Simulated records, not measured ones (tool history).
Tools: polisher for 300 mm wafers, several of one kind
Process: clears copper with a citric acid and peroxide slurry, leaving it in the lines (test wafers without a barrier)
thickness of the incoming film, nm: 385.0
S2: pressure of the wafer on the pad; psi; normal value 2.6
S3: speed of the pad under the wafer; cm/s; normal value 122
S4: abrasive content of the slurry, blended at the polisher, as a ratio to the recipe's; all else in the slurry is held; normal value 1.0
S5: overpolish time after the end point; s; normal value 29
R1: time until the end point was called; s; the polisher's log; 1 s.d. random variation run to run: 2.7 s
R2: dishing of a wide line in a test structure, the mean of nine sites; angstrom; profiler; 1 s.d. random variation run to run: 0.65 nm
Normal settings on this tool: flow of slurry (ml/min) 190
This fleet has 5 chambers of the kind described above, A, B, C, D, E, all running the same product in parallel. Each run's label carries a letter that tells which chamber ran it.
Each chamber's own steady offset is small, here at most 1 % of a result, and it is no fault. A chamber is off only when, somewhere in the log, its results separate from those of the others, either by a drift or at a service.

{"run": "1B", "hour": 6.6, "flow of slurry (ml/min)": 190, "S2": 2.6, "S3": 122, "S4": 1.0, "S5": 29, "R1": 195.84, "R2": 399.83}
{"run": "2D", "hour": 14.0, "flow of slurry (ml/min)": 190, "S2": 2.6, "S3": 122, "S4": 1.0, "S5": 29, "R1": 197.03, "R2": 395.35}
{"hour": 17.3, "done": "chamber B: head pressure recalibrated"}
{"run": "3E", "hour": 18.8, "flow of slurry (ml/min)": 190, "S2": 2.6, "S3": 122, "S4": 1.0, "S5": 29, "R1": 198.0, "R2": 388.84}
{"hour": 24.3, "done": "chamber A: worn pad replaced by a new one"}
{"run": "4C", "hour": 25.7, "flow of slurry (ml/min)": 190, "S2": 2.6, "S3": 122, "S4": 1.0, "S5": 29, "R1": 195.53, "R2": 377.46}
{"run": "5A", "hour": 32.9, "flow of slurry (ml/min)": 190, "S2": 2.6, "S3": 122, "S4": 1.0, "S5": 29, "R1": 199.43, "R2": 400.97}
{"run": "6C", "hour": 37.6, "flow of slurry (ml/min)": 190, "S2": 2.6, "S3": 122, "S4": 1.0, "S5": 29, "R1": 199.74, "R2": 400.28}
{"run": "7E", "hour": 41.3, "flow of slurry (ml/min)": 190, "S2": 2.6, "S3": 122, "S4": 1.0, "S5": 29, "R1": 198.88, "R2": 398.71}
{"run": "8D", "hour": 47.4, "flow of slurry (ml/min)": 190, "S2": 2.6, "S3": 122, "S4": 1.0, "S5": 29, "R1": 199.8, "R2": 383.21}
{"hour": 54.6, "done": "chamber C: worn pad replaced by a new one"}
{"run": "9B", "hour": 54.7, "flow of slurry (ml/min)": 190, "S2": 2.6, "S3": 122, "S4": 1.0, "S5": 29, "R1": 198.31, "R2": 405.82}
{"hour": 54.8, "done": "chamber C: slurry blender recalibrated"}
{"run": "10A", "hour": 59.3, "flow of slurry (ml/min)": 190, "S2": 2.6, "S3": 158, "S4": 1.0, "S5": 29, "R1": 158.38, "R2": 489.51}
{"run": "11B", "hour": 65.8, "flow of slurry (ml/min)": 190, "S2": 2.6, "S3": 158, "S4": 1.0, "S5": 29, "R1": 152.02, "R2": 493.06}
{"run": "12D", "hour": 71.9, "flow of slurry (ml/min)": 190, "S2": 2.6, "S3": 158, "S4": 1.0, "S5": 29, "R1": 156.27, "R2": 485.37}
{"hour": 74.4, "done": "chamber D: worn pad replaced by a new one"}
{"run": "13E", "hour": 79.3, "flow of slurry (ml/min)": 190, "S2": 2.6, "S3": 158, "S4": 1.0, "S5": 29, "R1": 156.37, "R2": 479.68}
{"run": "14A", "hour": 85.4, "flow of slurry (ml/min)": 190, "S2": 2.6, "S3": 158, "S4": 1.0, "S5": 29, "R1": 152.43, "R2": 493.09}
{"run": "15C", "hour": 89.1, "flow of slurry (ml/min)": 190, "S2": 2.6, "S3": 122, "S4": 1.0, "S5": 29, "R1": 195.69, "R2": 385.95}
{"run": "16B", "hour": 93.9, "flow of slurry (ml/min)": 190, "S2": 2.6, "S3": 122, "S4": 1.0, "S5": 29, "R1": 193.72, "R2": 392.05}
{"run": "17C", "hour": 98.8, "flow of slurry (ml/min)": 140, "S2": 2.6, "S3": 122, "S4": 1.2, "S5": 29, "R1": 196.32, "R2": 396.78}
{"hour": 103.4, "done": "chamber B: worn pad replaced by a new one"}
{"hour": 104.2, "done": "chamber E: worn pad replaced by a new one"}
{"run": "18E", "hour": 105.2, "flow of slurry (ml/min)": 140, "S2": 2.6, "S3": 122, "S4": 1.2, "S5": 29, "R1": 200.13, "R2": 382.74}
{"hour": 108.1, "done": "chamber B: slurry blender recalibrated"}
{"run": "19A", "hour": 112.5, "flow of slurry (ml/min)": 140, "S2": 2.6, "S3": 122, "S4": 1.2, "S5": 29, "R1": 201.14, "R2": 390.25}
{"run": "20D", "hour": 116.9, "flow of slurry (ml/min)": 140, "S2": 2.6, "S3": 122, "S4": 1.2, "S5": 29, "R1": 200.88, "R2": 393.27}
{"hour": 119.1, "done": "chamber C: slurry nozzle cleaned"}
{"run": "21E", "hour": 124.5, "flow of slurry (ml/min)": 140, "S2": 2.6, "S3": 122, "S4": 1.2, "S5": 29, "R1": 203.74, "R2": 398.74}
{"run": "22B", "hour": 131.2, "flow of slurry (ml/min)": 190, "S2": 2.6, "S3": 88, "S4": 1.0, "S5": 29, "R1": 272.7, "R2": 312.46}
{"run": "23A", "hour": 136.1, "flow of slurry (ml/min)": 190, "S2": 2.6, "S3": 88, "S4": 1.0, "S5": 29, "R1": 277.27, "R2": 297.27}
{"run": "24D", "hour": 140.2, "flow of slurry (ml/min)": 190, "S2": 2.6, "S3": 88, "S4": 1.0, "S5": 29, "R1": 276.03, "R2": 303.56}
{"run": "25C", "hour": 145.0, "flow of slurry (ml/min)": 190, "S2": 2.6, "S3": 88, "S4": 1.0, "S5": 29, "R1": 281.35, "R2": 279.48}
{"hour": 148.1, "done": "chamber E: slurry blender recalibrated"}
{"run": "26D", "hour": 152.8, "flow of slurry (ml/min)": 190, "S2": 2.6, "S3": 88, "S4": 1.0, "S5": 29, "R1": 275.93, "R2": 288.57}
{"run": "27C", "hour": 157.7, "flow of slurry (ml/min)": 190, "S2": 2.6, "S3": 122, "S4": 1.0, "S5": 29, "R1": 204.26, "R2": 368.61}
{"run": "28E", "hour": 164.8, "flow of slurry (ml/min)": 190, "S2": 2.6, "S3": 122, "S4": 1.0, "S5": 29, "R1": 203.27, "R2": 389.05}
{"hour": 168.1, "done": "chamber A: worn pad replaced by a new one"}
{"run": "29A", "hour": 168.3, "flow of slurry (ml/min)": 190, "S2": 2.6, "S3": 122, "S4": 1.0, "S5": 29, "R1": 195.72, "R2": 387.59}
{"run": "30B", "hour": 173.4, "flow of slurry (ml/min)": 190, "S2": 2.2, "S3": 122, "S4": 1.0, "S5": 13, "R1": 228.67, "R2": 162.32}
{"hour": 175.9, "done": "chamber A: slurry blender recalibrated"}
{"run": "31D", "hour": 180.0, "flow of slurry (ml/min)": 190, "S2": 2.2, "S3": 122, "S4": 1.0, "S5": 13, "R1": 234.68, "R2": 161.62}
{"hour": 183.1, "done": "chamber D: worn pad replaced by a new one"}
{"hour": 184.6, "done": "chamber D: slurry nozzle cleaned"}
{"run": "32E", "hour": 187.3, "flow of slurry (ml/min)": 190, "S2": 2.2, "S3": 122, "S4": 1.0, "S5": 13, "R1": 238.18, "R2": 155.34}
{"run": "33B", "hour": 194.1, "flow of slurry (ml/min)": 190, "S2": 2.2, "S3": 122, "S4": 1.0, "S5": 13, "R1": 234.92, "R2": 162.27}
{"run": "34A", "hour": 200.6, "flow of slurry (ml/min)": 190, "S2": 2.2, "S3": 122, "S4": 1.0, "S5": 13, "R1": 238.62, "R2": 159.68}
{"run": "35C", "hour": 205.3, "flow of slurry (ml/min)": 190, "S2": 2.6, "S3": 122, "S4": 1.0, "S5": 29, "R1": 209.0, "R2": 359.54}
{"run": "36E", "hour": 209.6, "flow of slurry (ml/min)": 190, "S2": 2.6, "S3": 122, "S4": 1.0, "S5": 29, "R1": 199.69, "R2": 390.77}
{"hour": 213.5, "done": "chamber C: worn pad replaced by a new one"}
{"run": "37C", "hour": 217.3, "flow of slurry (ml/min)": 190, "S2": 2.6, "S3": 122, "S4": 1.0, "S5": 29, "R1": 223.77, "R2": 364.67}
{"run": "38D", "hour": 222.1, "flow of slurry (ml/min)": 190, "S2": 2.6, "S3": 122, "S4": 1.0, "S5": 29, "R1": 203.6, "R2": 392.9}
{"run": "39B", "hour": 225.9, "flow of slurry (ml/min)": 190, "S2": 2.6, "S3": 122, "S4": 1.0, "S5": 29, "R1": 198.51, "R2": 396.45}
{"run": "40A", "hour": 229.8, "flow of slurry (ml/min)": 190, "S2": 2.6, "S3": 122, "S4": 1.0, "S5": 29, "R1": 196.94, "R2": 386.11}
{"run": "41C", "hour": 234.5, "flow of slurry (ml/min)": 190, "S2": 2.6, "S3": 122, "S4": 1.0, "S5": 29, "R1": 219.21, "R2": 349.56}

The same settings go to every chamber for the next run, one line per chamber below. Forecast the results for each:
{"run": "42A", "hour": 240.2, "flow of slurry (ml/min)": 190, "S2": 2.6, "S3": 160, "S4": 1.0, "S5": 29, "R1": "?", "R2": "?"}
{"run": "42B", "hour": 240.2, "flow of slurry (ml/min)": 190, "S2": 2.6, "S3": 160, "S4": 1.0, "S5": 29, "R1": "?", "R2": "?"}
{"run": "42C", "hour": 240.2, "flow of slurry (ml/min)": 190, "S2": 2.6, "S3": 160, "S4": 1.0, "S5": 29, "R1": "?", "R2": "?"}
{"run": "42D", "hour": 240.2, "flow of slurry (ml/min)": 190, "S2": 2.6, "S3": 160, "S4": 1.0, "S5": 29, "R1": "?", "R2": "?"}
{"run": "42E", "hour": 240.2, "flow of slurry (ml/min)": 190, "S2": 2.6, "S3": 160, "S4": 1.0, "S5": 29, "R1": "?", "R2": "?"}

run=42A R1=149.31 R2=486.18
run=42B R1=153.98 R2=487.22
run=42C R1=174.72 R2=435.28
run=42D R1=152.99 R2=485.99
run=42E R1=151.09 R2=501.99
